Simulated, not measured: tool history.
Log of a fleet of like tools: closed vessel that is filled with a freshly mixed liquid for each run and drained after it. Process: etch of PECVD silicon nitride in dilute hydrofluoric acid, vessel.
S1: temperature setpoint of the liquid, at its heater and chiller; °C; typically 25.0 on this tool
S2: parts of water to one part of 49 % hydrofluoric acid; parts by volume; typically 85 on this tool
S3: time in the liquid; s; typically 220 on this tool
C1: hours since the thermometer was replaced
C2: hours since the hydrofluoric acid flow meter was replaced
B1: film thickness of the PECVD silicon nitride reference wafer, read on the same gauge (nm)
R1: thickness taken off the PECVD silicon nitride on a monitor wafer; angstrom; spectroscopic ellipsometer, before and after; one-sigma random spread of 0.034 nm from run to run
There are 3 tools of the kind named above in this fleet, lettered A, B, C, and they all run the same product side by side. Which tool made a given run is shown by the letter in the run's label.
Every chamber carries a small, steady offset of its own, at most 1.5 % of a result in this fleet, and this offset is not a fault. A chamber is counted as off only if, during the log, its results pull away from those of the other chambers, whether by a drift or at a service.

run	hour	S1	S2	S3	C1	C2	B1	R1
1C	10.0	25.0	85	220	729.3	122.0	119.99	103.910
2A	20.9	25.0	85	220	190.7	1128.8	120.01	104.970
3B	36.4	25.0	85	220	157.6	687.6	119.97	104.190
4A	49.4	25.0	85	220	219.2	1157.3	119.97	105.350
5B	60.1	25.0	85	220	181.3	711.3	120.01	103.900
6C	69.2	25.0	85	220	788.5	181.2	120.01	103.750
7B	76.1	25.0	85	220	197.3	727.3	120.00	104.150
8A	86.2	25.0	85	220	256.0	1194.1	120.01	104.990
9C	94.8	25.0	85	220	814.1	206.8	120.00	103.920
10A	109.7	25.0	70	220	279.5	1217.6	120.02	126.860
11C	123.8	25.0	70	220	843.1	235.8	120.03	125.410
12B	134.7	25.0	70	220	255.9	785.9	119.98	126.870
# hour 135.7: chamber B: hydrofluoric acid flow meter replaced
13B	142.0	25.0	85	220	263.2	6.3	120.00	104.560
14C	149.2	23.0	85	130	868.5	261.2	120.00	53.584
# hour 158.5: chamber C: thermometer replaced
15A	159.5	23.0	85	130	329.3	1267.4	120.00	54.431
16C	167.9	23.0	85	130	9.5	279.9	119.99	53.484
17B	180.5	25.0	85	220	301.7	44.8	120.03	103.990
18A	187.7	25.0	85	220	357.5	1295.6	119.99	104.780
19C	195.0	25.0	85	220	36.6	307.0	120.00	103.230
20B	203.0	25.0	85	220	324.2	67.3	120.00	104.270
21A	213.0	25.0	85	220	382.8	1320.9	119.98	104.820
22A	223.2	25.0	85	220	393.0	1331.1	120.00	104.950
23C	231.0	25.0	85	220	72.6	343.0	120.01	103.470
24B	238.5	25.0	85	220	359.7	102.8	119.99	104.520
25B	249.9	25.0	85	220	371.1	114.2	119.97	104.500
26C	257.5	25.0	85	220	99.1	369.5	119.98	103.880
27A	264.3	25.0	85	220	434.1	1372.2	120.02	105.100

Has any chamber moved away from the others, gradually or after a service, or does the common gauge drift, or do the chambers differ only by their own small steady offsets? State the chamber and the most likely cause if one applies.

All chambers stay in line apart from their small fixed offsets, and the gauge does not drift.

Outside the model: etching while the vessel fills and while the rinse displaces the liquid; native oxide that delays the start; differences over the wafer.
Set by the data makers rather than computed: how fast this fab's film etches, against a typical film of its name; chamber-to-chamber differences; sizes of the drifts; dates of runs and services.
